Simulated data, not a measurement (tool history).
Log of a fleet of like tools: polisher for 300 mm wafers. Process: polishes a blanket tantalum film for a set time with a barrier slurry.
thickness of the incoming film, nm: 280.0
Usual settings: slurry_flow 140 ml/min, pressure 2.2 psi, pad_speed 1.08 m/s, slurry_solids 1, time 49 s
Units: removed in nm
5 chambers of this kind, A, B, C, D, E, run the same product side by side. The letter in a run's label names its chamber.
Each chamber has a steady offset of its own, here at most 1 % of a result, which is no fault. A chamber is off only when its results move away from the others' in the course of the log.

run	hour	slurry_flow	pressure	pad_speed	slurry_solids	time	wafers polished on this pad	hours since the slurry nozzle was cleaned	hours since the head pressure was calibrated	hours since the slurry blender was calibrated	removed
1D	5.3	140	2.2	1.08	1	49	216	70.7	160.0	306.3	81.667
# hour 5.9: chamber E: slurry nozzle cleaned
# hour 9.1: chamber B: slurry blender recalibrated
# hour 10.5: chamber B: head pressure recalibrated
2E	10.6	140	2.2	1.08	1	49	553	4.8	341.4	43.8	80.801
# hour 13.1: chamber A: worn pad replaced by a new one
3B	15.7	140	2.2	1.08	1	49	979	159.9	5.3	6.7	80.107
# hour 21.3: chamber E: worn pad replaced by a new one
4C	22.0	140	2.2	1.08	1	49	617	44.5	393.1	189.6	80.212
5A	27.4	140	2.2	1.08	1	49	237	38.2	495.7	240.6	80.546
# hour 30.8: chamber B: worn pad replaced by a new one
6D	32.0	140	2.2	1.08	1	49	658	97.4	186.7	333.0	80.895
7A	38.4	140	2.2	1.08	1	49	420	49.2	506.7	251.6	81.881
8E	41.9	100	2.2	1.08	1	49	342	36.1	372.7	75.1	75.501
9C	47.3	100	2.2	1.08	1	49	1036	69.8	418.4	214.9	76.471
# hour 48.6: chamber D: worn pad replaced by a new one
10B	52.0	100	2.2	1.08	1	49	351	196.2	41.6	43.0	75.405
11B	55.7	100	2.2	1.08	1	49	412	199.9	45.3	46.7	75.163
# hour 55.8: chamber A: worn pad replaced by a new one
12D	59.3	100	2.2	1.08	1	49	177	124.7	214.0	360.3	75.035
# hour 62.6: chamber C: worn pad replaced by a new one
13E	65.4	125	2.2	1.08	1	49	731	59.6	396.2	98.6	79.255
# hour 65.8: chamber E: worn pad replaced by a new one
14C	72.1	125	2.2	1.08	1	49	158	94.6	443.2	239.7	80.447
15A	78.8	125	2.2	1.08	1	49	381	89.6	547.1	292.0	79.760
16A	84.3	125	2.2	1.08	1	49	472	95.1	552.6	297.5	79.329
17E	90.7	125	2.2	1.08	1	49	413	84.9	421.5	123.9	79.377
# hour 92.8: chamber B: worn pad replaced by a new one
18C	95.6	140	2.2	1.08	1	49	548	118.1	466.7	263.2	81.379
# hour 95.7: chamber A: worn pad replaced by a new one
# hour 97.7: chamber D: worn pad replaced by a new one
19D	101.9	140	2.2	1.08	1	49	70	167.3	256.6	402.9	81.059
# hour 105.6: chamber D: slurry blender recalibrated
20B	108.3	140	2.2	1.08	1	49	258	252.5	97.9	99.3	79.174
# hour 112.5: chamber E: worn pad replaced by a new one
21D	114.1	140	2.2	1.08	1	49	272	179.5	268.8	8.5	79.499
22C	117.4	140	2.2	1.08	1	49	909	139.9	488.5	285.0	80.208
23A	122.9	140	2.2	1.08	1	49	450	133.7	591.2	336.1	81.396
# hour 124.2: chamber A: slurry blender recalibrated
24E	126.0	140	2.2	1.08	1	49	225	120.2	456.8	159.2	81.648
25B	131.1	140	2.2	1.08	1	49	635	275.3	120.7	122.1	80.576
26E	136.4	140	2.2	1.08	1	49	397	130.6	467.2	169.6	80.989
# hour 136.5: chamber A: worn pad replaced by a new one
# hour 138.3: chamber C: slurry blender recalibrated
# hour 141.5: chamber D: worn pad replaced by a new one
27C	142.2	140	2.2	1.08	1	49	1319	164.7	513.3	4.0	81.296
28A	146.6	140	2.2	1.08	1	49	167	157.4	614.9	22.4	80.396
# hour 147.8: chamber C: worn pad replaced by a new one
29B	149.9	140	2.2	1.08	1	49	947	294.1	139.5	140.9	79.779
# hour 150.4: chamber B: worn pad replaced by a new one
# hour 152.7: chamber E: worn pad replaced by a new one
30D	155.1	140	2.2	1.08	1	49	225	220.5	309.8	49.5	80.413
31D	160.8	140	2.2	1.08	1	49	320	226.2	315.5	55.2	81.493
32C	165.6	140	2.2	1.08	1	49	296	188.1	536.7	27.4	80.216
33A	169.3	140	2.2	1.08	1	49	543	180.1	637.6	45.1	81.157
# hour 172.2: chamber B: slurry blender recalibrated
34E	173.6	140	2.2	1.08	1	49	347	167.8	504.4	206.8	81.369
# hour 174.8: chamber A: worn pad replaced by a new one
35B	179.6	140	2.2	1.08	1	49	484	323.8	169.2	7.5	80.027
36A	185.3	140	2.2	1.08	1	49	174	196.1	653.6	61.1	81.389
37E	189.4	140	2.2	1.08	1	49	609	183.6	520.2	222.6	81.717
# hour 194.3: chamber C: slurry nozzle cleaned
38D	194.3	140	2.2	1.08	1	49	874	259.7	349.0	88.7	81.407
39C	199.7	140	2.9	1.08	1	49	860	5.5	570.8	61.5	107.980

What goes on in this fleet: one chamber off, a drifting gauge, or nothing beyond the chambers' own small offsets? Name the chamber and the cause, if any.

No chamber stands off beyond its own small offset, and the gauge holds steady.
